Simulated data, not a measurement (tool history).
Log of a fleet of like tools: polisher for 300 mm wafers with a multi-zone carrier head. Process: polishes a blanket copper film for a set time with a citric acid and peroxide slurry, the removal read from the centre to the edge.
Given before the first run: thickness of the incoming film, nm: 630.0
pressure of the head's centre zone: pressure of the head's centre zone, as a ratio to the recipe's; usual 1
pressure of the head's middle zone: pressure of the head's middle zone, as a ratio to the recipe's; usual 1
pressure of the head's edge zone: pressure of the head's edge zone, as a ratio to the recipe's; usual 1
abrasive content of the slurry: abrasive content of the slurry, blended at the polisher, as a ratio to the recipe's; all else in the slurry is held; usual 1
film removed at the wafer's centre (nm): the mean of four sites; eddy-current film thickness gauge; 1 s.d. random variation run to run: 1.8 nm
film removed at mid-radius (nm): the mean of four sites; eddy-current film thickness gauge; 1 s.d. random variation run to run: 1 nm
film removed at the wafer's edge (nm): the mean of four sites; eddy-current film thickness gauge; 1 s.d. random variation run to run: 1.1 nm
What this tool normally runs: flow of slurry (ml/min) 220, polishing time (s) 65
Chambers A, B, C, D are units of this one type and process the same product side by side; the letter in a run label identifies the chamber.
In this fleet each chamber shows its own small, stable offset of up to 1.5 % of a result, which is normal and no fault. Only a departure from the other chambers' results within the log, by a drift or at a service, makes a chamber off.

run	hour	flow of slurry (ml/min)	pressure of the head's centre zone	pressure of the head's middle zone	pressure of the head's edge zone	abrasive content of the slurry	polishing time (s)	wafers polished on this pad	hours since the slurry nozzle was cleaned	hours since the centre zone pressure was calibrated	hours since the edge zone pressure was calibrated	film removed at the wafer's centre (nm)	film removed at mid-radius (nm)	film removed at the wafer's edge (nm)
1B	3	220	1	1	1	1	65	223	223.7	366.5	180.5	157.71	161.68	163.8
2C	5.5	220	1	1	1	1	65	350	179.1	99.9	988.4	157.91	158.18	161.22
# hour 7.9: chamber A: worn pad replaced by a new one
3A	8.8	220	1	1	1	1	65	11	132.4	89.1	698.3	160.17	161.51	161.76
4D	13	220	1	1	1	1	65	415	498.4	343.5	148.2	159.88	158.93	156.08
5A	15.9	220	1	1	1	1	65	100	139.5	96.2	705.4	161.85	161.95	160.97
6B	18.2	220	1	1	1	1	65	413	238.9	381.7	195.7	158.41	160.21	161.39
7C	22.5	220	1.04	1.04	1	1	65	562	196.1	116.9	1005.4	167.67	165.47	162.74
8D	25	220	1.04	1.04	1	1	65	564	510.4	355.5	160.2	164.91	162.64	156.7
9D	27.6	220	1.04	1.04	1	1	65	597	513	358.1	162.8	160.42	162.08	156.15
10C	30.6	220	1.04	1.04	1	1	65	663	204.2	125	1013.5	170.27	165.5	163.33
# hour 32.3: chamber D: slurry nozzle cleaned
# hour 33.7: chamber B: worn pad replaced by a new one
11A	34.9	220	1	1.1	1	0.75	65	337	158.5	115.2	724.4	151.87	164.51	152.49
12B	38	220	1	1.1	1	0.75	65	54	258.7	401.5	215.5	146.49	166.21	149.68
13D	40.9	220	1	1.1	1	0.75	65	763	8.7	371.4	176.1	142.87	158.38	145.7
14A	43.4	220	1	1.1	1	0.75	65	443	167	123.7	732.9	151.61	165.25	155.02
15B	46.4	220	1	1	1	1	65	159	267.1	409.9	223.9	157.72	158.21	162.74
16C	51.2	220	1	1	1	1	65	920	224.8	145.6	1034.1	160.55	161.65	162.67
17C	55.5	220	1	1	1	1	65	974	229.1	149.9	1038.4	160.79	159.56	161.62
18D	58	220	1	1	1	1	65	976	25.8	388.5	193.2	148.59	150.84	151.21
19A	60.7	220	1	1	1	1	65	659	184.3	141	750.2	160.66	160.53	162.5
20B	64	220	1	1	1	1	65	378	284.7	427.5	241.5	159.01	161.01	161.82
21A	67.3	220	1	1	1	1	65	741	190.9	147.6	756.8	159.03	158.86	162.75
22B	71.5	220	1	1	1	1	65	472	292.2	435	249	162.68	161.29	161.93
23D	74.2	220	1	1	1	1	65	1178	42	404.7	209.4	149.23	148.5	146.59
24C	78.3	220	1	1	1	1	65	1258	251.9	172.7	1061.2	161.35	160.18	160.83
25D	82.1	285	1.05	1	1	1	65	1277	49.9	412.6	217.3	159.25	152.2	151.26
# hour 82.3: chamber C: worn pad replaced by a new one
# hour 84.1: chamber B: worn pad replaced by a new one
26B	86.6	285	1.05	1	1	1	65	32	307.3	450.1	264.1	171.54	165.72	163.04
27C	90.6	285	1.05	1	1	1	65	103	264.2	185	1073.5	174.78	164.99	164.82

All 4 chambers run these settings next. Forecast each chamber's results:
28A	94.2	220	1	1	1	1	65					?	?	?
28B	94.2	220	1	1	1	1	65					?	?	?
28C	94.2	220	1	1	1	1	65					?	?	?
28D	94.2	220	1	1	1	1	65					?	?	?

run	film removed at the wafer's centre (nm)	film removed at mid-radius (nm)	film removed at the wafer's edge (nm)
28A	159.94	160.09	163.53
28B	160.43	160.31	161.21
28C	156.7	160.21	163.13
28D	146.84	144.08	144.19

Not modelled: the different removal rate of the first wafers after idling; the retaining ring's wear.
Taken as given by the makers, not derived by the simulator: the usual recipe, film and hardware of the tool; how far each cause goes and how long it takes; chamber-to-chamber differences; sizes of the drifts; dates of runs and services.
